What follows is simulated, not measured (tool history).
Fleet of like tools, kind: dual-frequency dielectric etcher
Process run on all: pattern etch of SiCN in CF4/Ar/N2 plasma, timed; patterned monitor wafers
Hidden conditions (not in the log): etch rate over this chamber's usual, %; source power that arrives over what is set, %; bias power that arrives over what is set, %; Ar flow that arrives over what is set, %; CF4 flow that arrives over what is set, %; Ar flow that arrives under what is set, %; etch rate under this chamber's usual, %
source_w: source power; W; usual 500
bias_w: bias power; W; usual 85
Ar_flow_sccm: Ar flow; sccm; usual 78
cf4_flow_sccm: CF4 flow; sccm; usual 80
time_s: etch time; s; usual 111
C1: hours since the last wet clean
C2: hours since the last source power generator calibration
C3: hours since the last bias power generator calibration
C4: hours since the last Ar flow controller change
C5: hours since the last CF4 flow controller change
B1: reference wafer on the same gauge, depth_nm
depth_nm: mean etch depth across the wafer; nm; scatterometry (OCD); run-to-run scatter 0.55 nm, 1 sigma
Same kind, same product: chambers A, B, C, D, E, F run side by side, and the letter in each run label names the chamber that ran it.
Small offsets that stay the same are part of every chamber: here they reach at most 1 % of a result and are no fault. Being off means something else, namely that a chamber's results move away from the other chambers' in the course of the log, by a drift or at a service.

-- day=0.021 chamber F: wet clean of the chamber
-- day=0.171 chamber B: wet clean of the chamber
run 1A day=0.212 | source_w=500 bias_w=85 Ar_flow_sccm=78 cf4_flow_sccm=80 time_s=111 | C1=301.6 C2=967.7 C3=2275.6 C4=913.1 C5=4460.8 | B1=97.977 | depth_nm=118.00
run 2E day=0.500 | source_w=500 bias_w=85 Ar_flow_sccm=78 cf4_flow_sccm=80 time_s=111 | C1=310.4 C2=2631.7 C3=1809.8 C4=1224.5 C5=1442.7 | B1=97.981 | depth_nm=116.97
run 3D day=0.817 | source_w=500 bias_w=85 Ar_flow_sccm=78 cf4_flow_sccm=80 time_s=111 | C1=372.8 C2=1537.4 C3=1967.5 C4=4473.7 C5=2977.3 | B1=97.918 | depth_nm=116.17
run 4F day=1.033 | source_w=500 bias_w=85 Ar_flow_sccm=78 cf4_flow_sccm=80 time_s=111 | C1=24.4 C2=1135.3 C3=2251.8 C4=138.8 C5=4292.9 | B1=97.944 | depth_nm=116.48
run 5C day=1.250 | source_w=500 bias_w=85 Ar_flow_sccm=78 cf4_flow_sccm=80 time_s=111 | C1=104.1 C2=2397.5 C3=1459.3 C4=1593.4 C5=282.1 | B1=98.048 | depth_nm=115.50
run 6B day=1.412 | source_w=500 bias_w=85 Ar_flow_sccm=78 cf4_flow_sccm=80 time_s=111 | C1=29.9 C2=2595.0 C3=1079.4 C4=3246.3 C5=2597.6 | B1=97.939 | depth_nm=117.45
run 7B day=1.596 | source_w=500 bias_w=85 Ar_flow_sccm=78 cf4_flow_sccm=80 time_s=111 | C1=34.3 C2=2599.4 C3=1083.8 C4=3250.7 C5=2602.0 | B1=98.026 | depth_nm=117.87
run 8C day=1.875 | source_w=500 bias_w=85 Ar_flow_sccm=78 cf4_flow_sccm=80 time_s=111 | C1=119.1 C2=2412.5 C3=1474.3 C4=1608.4 C5=297.1 | B1=97.860 | depth_nm=116.72
run 9E day=2.196 | source_w=500 bias_w=85 Ar_flow_sccm=78 cf4_flow_sccm=80 time_s=111 | C1=351.1 C2=2672.4 C3=1850.5 C4=1265.2 C5=1483.4 | B1=97.938 | depth_nm=116.70
run 10D day=2.462 | source_w=500 bias_w=85 Ar_flow_sccm=78 cf4_flow_sccm=64 time_s=111 | C1=412.3 C2=1576.9 C3=2007.0 C4=4513.2 C5=3016.8 | B1=97.910 | depth_nm=114.02
run 11F day=2.804 | source_w=500 bias_w=85 Ar_flow_sccm=78 cf4_flow_sccm=64 time_s=111 | C1=66.9 C2=1177.8 C3=2294.3 C4=181.3 C5=4335.4 | B1=98.015 | depth_nm=113.40
run 12A day=3.050 | source_w=500 bias_w=85 Ar_flow_sccm=78 cf4_flow_sccm=64 time_s=111 | C1=369.7 C2=1035.8 C3=2343.7 C4=981.2 C5=4528.9 | B1=98.010 | depth_nm=114.20
-- day=3.208 chamber E: wet clean of the chamber
run 13D day=3.212 | source_w=500 bias_w=85 Ar_flow_sccm=78 cf4_flow_sccm=64 time_s=111 | C1=430.3 C2=1594.9 C3=2025.0 C4=4531.2 C5=3034.8 | B1=97.933 | depth_nm=112.57
run 14E day=3.438 | source_w=500 bias_w=85 Ar_flow_sccm=78 cf4_flow_sccm=64 time_s=111 | C1=5.6 C2=2702.2 C3=1880.3 C4=1295.0 C5=1513.2 | B1=97.979 | depth_nm=113.38
run 15B day=3.729 | source_w=500 bias_w=85 Ar_flow_sccm=78 cf4_flow_sccm=64 time_s=111 | C1=85.5 C2=2650.6 C3=1135.0 C4=3301.9 C5=2653.2 | B1=98.013 | depth_nm=113.73
run 16A day=3.946 | source_w=500 bias_w=85 Ar_flow_sccm=78 cf4_flow_sccm=80 time_s=111 | C1=391.2 C2=1057.3 C3=2365.2 C4=1002.7 C5=4550.4 | B1=97.980 | depth_nm=118.62
run 17C day=4.167 | source_w=500 bias_w=85 Ar_flow_sccm=78 cf4_flow_sccm=80 time_s=111 | C1=174.1 C2=2467.5 C3=1529.3 C4=1663.4 C5=352.1 | B1=98.053 | depth_nm=115.57
run 18F day=4.446 | source_w=500 bias_w=85 Ar_flow_sccm=78 cf4_flow_sccm=80 time_s=111 | C1=106.3 C2=1217.2 C3=2333.7 C4=220.7 C5=4374.8 | B1=97.887 | depth_nm=116.95
run 19D day=4.746 | source_w=500 bias_w=85 Ar_flow_sccm=78 cf4_flow_sccm=80 time_s=111 | C1=467.1 C2=1631.7 C3=2061.8 C4=4568.0 C5=3071.6 | B1=97.986 | depth_nm=116.28
run 20B day=5.000 | source_w=500 bias_w=85 Ar_flow_sccm=78 cf4_flow_sccm=80 time_s=111 | C1=116.0 C2=2681.1 C3=1165.5 C4=3332.4 C5=2683.7 | B1=97.921 | depth_nm=117.20
run 21F day=5.338 | source_w=500 bias_w=85 Ar_flow_sccm=78 cf4_flow_sccm=80 time_s=111 | C1=127.7 C2=1238.6 C3=2355.1 C4=242.1 C5=4396.2 | B1=97.955 | depth_nm=116.64
run 22E day=5.658 | source_w=500 bias_w=85 Ar_flow_sccm=78 cf4_flow_sccm=80 time_s=111 | C1=58.9 C2=2755.5 C3=1933.6 C4=1348.3 C5=1566.5 | B1=97.956 | depth_nm=117.02
run 23A day=5.925 | source_w=500 bias_w=85 Ar_flow_sccm=78 cf4_flow_sccm=80 time_s=111 | C1=438.7 C2=1104.8 C3=2412.7 C4=1050.2 C5=4597.9 | B1=97.952 | depth_nm=117.60
run 24C day=6.108 | source_w=500 bias_w=85 Ar_flow_sccm=78 cf4_flow_sccm=80 time_s=111 | C1=220.7 C2=2514.1 C3=1575.9 C4=1710.0 C5=398.7 | B1=97.919 | depth_nm=117.46
run 25E day=6.283 | source_w=500 bias_w=85 Ar_flow_sccm=78 cf4_flow_sccm=80 time_s=111 | C1=73.9 C2=2770.5 C3=1948.6 C4=1363.3 C5=1581.5 | B1=98.095 | depth_nm=116.54
run 26A day=6.483 | source_w=500 bias_w=85 Ar_flow_sccm=78 cf4_flow_sccm=80 time_s=111 | C1=452.1 C2=1118.2 C3=2426.1 C4=1063.6 C5=4611.3 | B1=97.953 | depth_nm=119.09
run 27C day=6.738 | source_w=590 bias_w=85 Ar_flow_sccm=78 cf4_flow_sccm=80 time_s=111 | C1=235.8 C2=2529.2 C3=1591.0 C4=1725.1 C5=413.8 | B1=98.023 | depth_nm=133.80
-- day=6.904 chamber D: wet clean of the chamber
run 28B day=6.950 | source_w=590 bias_w=85 Ar_flow_sccm=78 cf4_flow_sccm=80 time_s=111 | C1=162.8 C2=2727.9 C3=1212.3 C4=3379.2 C5=2730.5 | B1=98.111 | depth_nm=135.06
run 29D day=7.154 | source_w=590 bias_w=85 Ar_flow_sccm=78 cf4_flow_sccm=80 time_s=111 | C1=6.1 C2=1689.5 C3=2119.6 C4=4625.8 C5=3129.4 | B1=97.921 | depth_nm=134.60
run 30F day=7.329 | source_w=590 bias_w=85 Ar_flow_sccm=78 cf4_flow_sccm=80 time_s=111 | C1=175.5 C2=1286.4 C3=2402.9 C4=289.9 C5=4444.0 | B1=98.031 | depth_nm=135.32
run 31E day=7.517 | source_w=590 bias_w=85 Ar_flow_sccm=78 cf4_flow_sccm=80 time_s=111 | C1=103.5 C2=2800.1 C3=1978.2 C4=1392.9 C5=1611.1 | B1=97.981 | depth_nm=136.23
run 32D day=7.850 | source_w=590 bias_w=85 Ar_flow_sccm=78 cf4_flow_sccm=80 time_s=111 | C1=22.8 C2=1706.2 C3=2136.3 C4=4642.5 C5=3146.1 | B1=98.052 | depth_nm=133.31
run 33A day=8.142 | source_w=500 bias_w=85 Ar_flow_sccm=78 cf4_flow_sccm=80 time_s=111 | C1=491.9 C2=1158.0 C3=2465.9 C4=1103.4 C5=4651.1 | B1=98.008 | depth_nm=118.22
run 34F day=8.467 | source_w=500 bias_w=85 Ar_flow_sccm=78 cf4_flow_sccm=80 time_s=111 | C1=202.8 C2=1313.7 C3=2430.2 C4=317.2 C5=4471.3 | B1=97.990 | depth_nm=116.94
run 35B day=8.646 | source_w=500 bias_w=85 Ar_flow_sccm=78 cf4_flow_sccm=80 time_s=111 | C1=203.5 C2=2768.6 C3=1253.0 C4=3419.9 C5=2771.2 | B1=98.073 | depth_nm=117.91
run 36C day=8.933 | source_w=500 bias_w=85 Ar_flow_sccm=78 cf4_flow_sccm=80 time_s=111 | C1=288.5 C2=2581.9 C3=1643.7 C4=1777.8 C5=466.5 | B1=98.068 | depth_nm=115.97
run 37E day=9.096 | source_w=500 bias_w=85 Ar_flow_sccm=78 cf4_flow_sccm=80 time_s=111 | C1=141.4 C2=2838.0 C3=2016.1 C4=1430.8 C5=1649.0 | B1=98.173 | depth_nm=116.92

Read the log: is a single chamber off, either drifting away or since a service, is the gauge that measures every chamber drifting, or is nothing wrong beyond small per-chamber offsets? Name any odd chamber and what most likely caused it.

No chamber stands off beyond its own small offset, and the gauge holds steady.
